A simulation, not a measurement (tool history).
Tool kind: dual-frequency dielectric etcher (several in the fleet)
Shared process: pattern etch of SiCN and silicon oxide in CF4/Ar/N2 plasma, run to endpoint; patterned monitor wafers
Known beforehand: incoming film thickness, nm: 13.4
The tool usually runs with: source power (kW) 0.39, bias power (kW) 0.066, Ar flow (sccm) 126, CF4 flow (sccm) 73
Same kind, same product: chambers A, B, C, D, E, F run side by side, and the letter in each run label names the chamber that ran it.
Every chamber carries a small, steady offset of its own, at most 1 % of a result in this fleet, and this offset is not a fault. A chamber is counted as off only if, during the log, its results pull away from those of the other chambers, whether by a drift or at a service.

run,hour,source power (kW),bias power (kW),Ar flow (sccm),CF4 flow (sccm),hours since the last wet clean,hours since the last source power generator calibration,hours since the last bias power generator calibration,hours since the last Ar flow controller change,hours since the last CF4 flow controller change,endpoint time (s)
# hour 3: chamber C: wet clean of the chamber
1C,3.1,0.39,0.066,126,73,0.2,1090.3,2796.8,3093,539.2,18.663
2A,6.8,0.39,0.066,126,73,541.3,233.1,2435.1,1660.1,866.1,18.814
3B,10.9,0.39,0.066,126,73,378.9,1613.2,899.5,855,1437.3,18.56
# hour 13.4: chamber B: wet clean of the chamber
4D,13.6,0.39,0.066,126,73,412.9,2906.6,2749.6,895,182.9,18.818
# hour 13.9: chamber A: wet clean of the chamber
5F,16.2,0.39,0.066,126,73,330.8,107.4,2294.8,336.8,61.4,18.649
6E,19.8,0.39,0.066,126,73,330.8,2430,3274.7,97.9,1057.5,18.819
7F,25,0.39,0.066,126,73,339.6,116.2,2303.6,345.6,70.2,18.74
8D,28.9,0.39,0.066,126,73,428.2,2921.9,2764.9,910.3,198.2,18.675
9B,33.7,0.39,0.066,126,73,20.4,1636,922.3,877.8,1460.1,18.567
10C,36.6,0.36,0.066,152,73,33.7,1123.8,2830.3,3126.5,572.7,20.573
11A,38.9,0.36,0.066,152,73,25,265.2,2467.2,1692.2,898.2,20.627
# hour 43.2: chamber E: wet clean of the chamber
12E,44,0.36,0.066,152,73,0.8,2454.2,3298.9,122.1,1081.7,20.676
13A,46.9,0.36,0.066,152,73,33,273.2,2475.2,1700.2,906.2,20.674
14B,49.5,0.36,0.066,152,73,36.2,1651.8,938.1,893.6,1475.9,20.612
15F,53.4,0.36,0.066,152,73,368,144.6,2332,374,98.6,20.831
16E,55.8,0.39,0.066,126,73,12.6,2466,3310.7,133.9,1093.5,18.838
17D,60.7,0.39,0.066,147,73,460,2953.7,2796.7,942.1,230,19.208
# hour 62.1: chamber D: wet clean of the chamber
18C,64.1,0.39,0.066,147,73,61.2,1151.3,2857.8,3154,600.2,19.122
19E,68,0.39,0.066,147,73,24.8,2478.2,3322.9,146.1,1105.7,19.269
20D,71.9,0.39,0.066,147,73,9.8,2964.9,2807.9,953.3,241.2,19.298
21F,74.6,0.39,0.066,147,73,389.2,165.8,2353.2,395.2,119.8,19.311
22C,79.2,0.39,0.066,147,73,76.3,1166.4,2872.9,3169.1,615.3,19.129
23B,83.2,0.39,0.066,126,73,69.9,1685.5,971.8,927.3,1509.6,18.706
24A,87.3,0.39,0.066,126,73,73.4,313.6,2515.6,1740.6,946.6,18.679
25C,91.2,0.39,0.061,144,73,88.3,1178.4,2884.9,3181.1,627.3,19.441
26F,95.4,0.39,0.061,144,73,410,186.6,2374,416,140.6,20.042
27B,98.4,0.39,0.061,144,73,85.1,1700.7,987,942.5,1524.8,19.588
28E,102.3,0.39,0.061,144,73,59.1,2512.5,3357.2,180.4,1140,19.64
29D,105.7,0.39,0.061,144,73,43.6,2998.7,2841.7,987.1,275,19.59
30A,109.5,0.39,0.061,144,73,95.6,335.8,2537.8,1762.8,968.8,19.667
31A,114,0.39,0.066,126,73,100.1,340.3,2542.3,1767.3,973.3,18.745
32E,116.3,0.32,0.066,150,73,73.1,2526.5,3371.2,194.4,1154,22.909
33F,120,0.32,0.066,150,73,434.6,211.2,2398.6,440.6,165.2,23.226
34D,123.7,0.32,0.066,150,73,61.6,3016.7,2859.7,1005.1,293,22.872
35B,126.7,0.32,0.066,150,73,113.4,1729,1015.3,970.8,1553.1,23.022
36C,130.8,0.32,0.066,150,73,127.9,1218,2924.5,3220.7,666.9,22.792
37A,133.1,0.32,0.066,150,73,119.2,359.4,2561.4,1786.4,992.4,22.766
38B,138,0.39,0.066,126,73,124.7,1740.3,1026.6,982.1,1564.4,18.66
39F,142.7,0.39,0.066,126,73,457.3,233.9,2421.3,463.3,187.9,19.206
40D,146.4,0.39,0.066,126,73,84.3,3039.4,2882.4,1027.8,315.7,18.631

All chambers now run identical settings, listed one chamber a line with results as question marks. What results will each chamber show?
41A,150.1,0.39,0.066,150,73,,,,,,?
41B,150.1,0.39,0.066,150,73,,,,,,?
41C,150.1,0.39,0.066,150,73,,,,,,?
41D,150.1,0.39,0.066,150,73,,,,,,?
41E,150.1,0.39,0.066,150,73,,,,,,?
41F,150.1,0.39,0.066,150,73,,,,,,?

run,endpoint time (s)
41A,19.341
41B,19.179
41C,19.174
41D,19.246
41E,19.269
41F,19.78
